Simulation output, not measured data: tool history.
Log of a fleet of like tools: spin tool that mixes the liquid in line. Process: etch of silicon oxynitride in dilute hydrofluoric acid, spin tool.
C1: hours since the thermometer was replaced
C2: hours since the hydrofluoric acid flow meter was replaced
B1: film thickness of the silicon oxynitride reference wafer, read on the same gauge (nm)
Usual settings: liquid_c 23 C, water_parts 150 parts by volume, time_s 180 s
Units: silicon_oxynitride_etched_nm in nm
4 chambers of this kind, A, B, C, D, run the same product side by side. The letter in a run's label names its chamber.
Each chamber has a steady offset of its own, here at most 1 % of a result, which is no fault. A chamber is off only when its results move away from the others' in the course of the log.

Run 1A, hour 13.5: usual settings; C1 1744.3; C2 542; B1 109.98. Result: silicon_oxynitride_etched_nm 2.4505 nm.
Run 2D, hour 26.7: usual settings; C1 1374.7; C2 68.4; B1 109.98. Result: silicon_oxynitride_etched_nm 2.4363 nm.
Run 3C, hour 39: usual settings; C1 1477.3; C2 667; B1 109.98. Result: silicon_oxynitride_etched_nm 2.4409 nm.
Run 4B, hour 45.7: usual settings; C1 185.5; C2 1400.7; B1 110.02. Result: silicon_oxynitride_etched_nm 2.4149 nm.
Run 5B, hour 54.1: usual settings; C1 193.9; C2 1409.1; B1 109.98. Result: silicon_oxynitride_etched_nm 2.3724 nm.
Run 6A, hour 65.3: usual settings but liquid_c 18.5 C, water_parts 190 parts by volume; C1 1796.1; C2 593.8; B1 110.04. Result: silicon_oxynitride_etched_nm 1.5505 nm.
Run 7C, hour 80: usual settings but liquid_c 18.5 C, water_parts 190 parts by volume; C1 1518.3; C2 708; B1 110. Result: silicon_oxynitride_etched_nm 1.5199 nm.
Run 8D, hour 94: usual settings but liquid_c 18.5 C, water_parts 190 parts by volume; C1 1442; C2 135.7; B1 110.01. Result: silicon_oxynitride_etched_nm 1.5141 nm.
Run 9D, hour 102.6: usual settings but liquid_c 18.5 C, water_parts 190 parts by volume; C1 1450.6; C2 144.3; B1 110.01. Result: silicon_oxynitride_etched_nm 1.5343 nm.
Run 10B, hour 114.3: usual settings; C1 254.1; C2 1469.3; B1 110. Result: silicon_oxynitride_etched_nm 2.472 nm.
Run 11A, hour 121.8: usual settings; C1 1852.6; C2 650.3; B1 110. Result: silicon_oxynitride_etched_nm 2.4209 nm.
At hour 124.8: chamber C: thermometer replaced.
Run 12C, hour 133.8: usual settings; C1 9; C2 761.8; B1 109.99. Result: silicon_oxynitride_etched_nm 2.4795 nm.
Run 13C, hour 144.6: usual settings; C1 19.8; C2 772.6; B1 110. Result: silicon_oxynitride_etched_nm 2.44 nm.
Run 14A, hour 157.3: usual settings but liquid_c 21.5 C, time_s 235 s; C1 1888.1; C2 685.8; B1 110. Result: silicon_oxynitride_etched_nm 2.9691 nm.
At hour 162.2: chamber A: thermometer replaced.
Run 15D, hour 170.9: usual settings but liquid_c 21.5 C, time_s 235 s; C1 1518.9; C2 212.6; B1 110.01. Result: silicon_oxynitride_etched_nm 2.9844 nm.
Run 16B, hour 183.7: usual settings but liquid_c 21.5 C, time_s 235 s; C1 323.5; C2 1538.7; B1 110. Result: silicon_oxynitride_etched_nm 2.9362 nm.
Run 17C, hour 191.2: usual settings but liquid_c 21.5 C, time_s 235 s; C1 66.4; C2 819.2; B1 109.99. Result: silicon_oxynitride_etched_nm 3.0197 nm.
Run 18B, hour 204.8: usual settings; C1 344.6; C2 1559.8; B1 109.98. Result: silicon_oxynitride_etched_nm 2.4041 nm.
Run 19D, hour 215.6: usual settings; C1 1563.6; C2 257.3; B1 109.99. Result: silicon_oxynitride_etched_nm 2.495 nm.
Run 20A, hour 224.3: usual settings; C1 62.1; C2 752.8; B1 110.02. Result: silicon_oxynitride_etched_nm 2.3984 nm.
Run 21D, hour 234.7: usual settings; C1 1582.7; C2 276.4; B1 109.99. Result: silicon_oxynitride_etched_nm 2.4724 nm.
Run 22A, hour 242.2: usual settings; C1 80; C2 770.7; B1 110. Result: silicon_oxynitride_etched_nm 2.4323 nm.
Run 23C, hour 254: usual settings; C1 129.2; C2 882; B1 110. Result: silicon_oxynitride_etched_nm 2.5296 nm.
Run 24B, hour 268.4: usual settings but liquid_c 25.5 C, water_parts 80 parts by volume; C1 408.2; C2 1623.4; B1 110.02. Result: silicon_oxynitride_etched_nm 5.3474 nm.
Run 25B, hour 279.4: usual settings but liquid_c 25.5 C, water_parts 80 parts by volume; C1 419.2; C2 1634.4; B1 109.99. Result: silicon_oxynitride_etched_nm 5.3098 nm.
Run 26D, hour 289.4: usual settings but liquid_c 25.5 C, water_parts 80 parts by volume; C1 1637.4; C2 331.1; B1 109.98. Result: silicon_oxynitride_etched_nm 5.518 nm.
At hour 290.6: chamber D: thermometer replaced.
Run 27A, hour 302: usual settings but liquid_c 25.5 C, water_parts 80 parts by volume; C1 139.8; C2 830.5; B1 109.98. Result: silicon_oxynitride_etched_nm 5.3059 nm.
Run 28C, hour 316.5: usual settings but time_s 105 s; C1 191.7; C2 944.5; B1 109.98. Result: silicon_oxynitride_etched_nm 1.466 nm.
Run 29A, hour 329.5: usual settings but time_s 105 s; C1 167.3; C2 858; B1 109.99. Result: silicon_oxynitride_etched_nm 1.3893 nm.
Run 30B, hour 338.4: usual settings but time_s 105 s; C1 478.2; C2 1693.4; B1 109.97. Result: silicon_oxynitride_etched_nm 1.39 nm.
Run 31D, hour 353.2: usual settings but time_s 105 s; C1 62.6; C2 394.9; B1 109.97. Result: silicon_oxynitride_etched_nm 1.4175 nm.
Run 32C, hour 368: usual settings; C1 243.2; C2 996; B1 110.01. Result: silicon_oxynitride_etched_nm 2.5209 nm.
Run 33D, hour 382.1: usual settings; C1 91.5; C2 423.8; B1 109.99. Result: silicon_oxynitride_etched_nm 2.4435 nm.
Run 34C, hour 394.4: usual settings; C1 269.6; C2 1022.4; B1 110.02. Result: silicon_oxynitride_etched_nm 2.6067 nm.
Run 35A, hour 405.8: usual settings; C1 243.6; C2 934.3; B1 110. Result: silicon_oxynitride_etched_nm 2.4263 nm.
Run 36B, hour 414.5: usual settings; C1 554.3; C2 1769.5; B1 109.98. Result: silicon_oxynitride_etched_nm 2.423 nm.
Run 37B, hour 428.8: usual settings; C1 568.6; C2 1783.8; B1 110.01. Result: silicon_oxynitride_etched_nm 2.43 nm.
Run 38A, hour 439: usual settings; C1 276.8; C2 967.5; B1 109.99. Result: silicon_oxynitride_etched_nm 2.3907 nm.
Run 39C, hour 453.1: usual settings; C1 328.3; C2 1081.1; B1 109.99. Result: silicon_oxynitride_etched_nm 2.5991 nm.
Run 40D, hour 462.2: usual settings; C1 171.6; C2 503.9; B1 109.98. Result: silicon_oxynitride_etched_nm 2.4475 nm.
Run 41C, hour 470.8: usual settings; C1 346; C2 1098.8; B1 110. Result: silicon_oxynitride_etched_nm 2.6325 nm.
Run 42A, hour 482.7: usual settings; C1 320.5; C2 1011.2; B1 110.02. Result: silicon_oxynitride_etched_nm 2.4114 nm.

What goes on in this fleet: one chamber off, a drifting gauge, or nothing beyond the chambers' own small offsets? Name the chamber and the cause, if any.

Chamber C drifts away from the others.
Cause: hydrofluoric acid flow above the setpoint (%) = 7.5.
The log may not tell that from: liquid hotter than its thermometer reads (K).

Here are 4 candidates for chamber C's next run, each the usual settings with a change, their results left as question marks. Which one brings its results back in line with what the others give on the usual settings?
In line means no further than this from the other chambers' mean on the usual settings: silicon_oxynitride_etched_nm 0.085 nm
Run 43C-1, hour 493.5: usual settings but time_s 165 s. Result: silicon_oxynitride_etched_nm ?.
Run 43C-2, hour 493.5: usual settings but liquid_c 27 C. Result: silicon_oxynitride_etched_nm ?.
Run 43C-3, hour 493.5: usual settings but liquid_c 22.5 C, water_parts 175 parts by volume. Result: silicon_oxynitride_etched_nm ?.
Run 43C-4, hour 493.5: usual settings but liquid_c 25 C. Result: silicon_oxynitride_etched_nm ?.

The other chambers' mean on the usual settings: silicon_oxynitride_etched_nm 2.4274 nm
  run  silicon_oxynitride_etched_nm
43C-1                        2.4227
43C-2                        3.1718
43C-3                        2.1754
43C-4                        2.8971
43C-1 brings the chamber back in line.

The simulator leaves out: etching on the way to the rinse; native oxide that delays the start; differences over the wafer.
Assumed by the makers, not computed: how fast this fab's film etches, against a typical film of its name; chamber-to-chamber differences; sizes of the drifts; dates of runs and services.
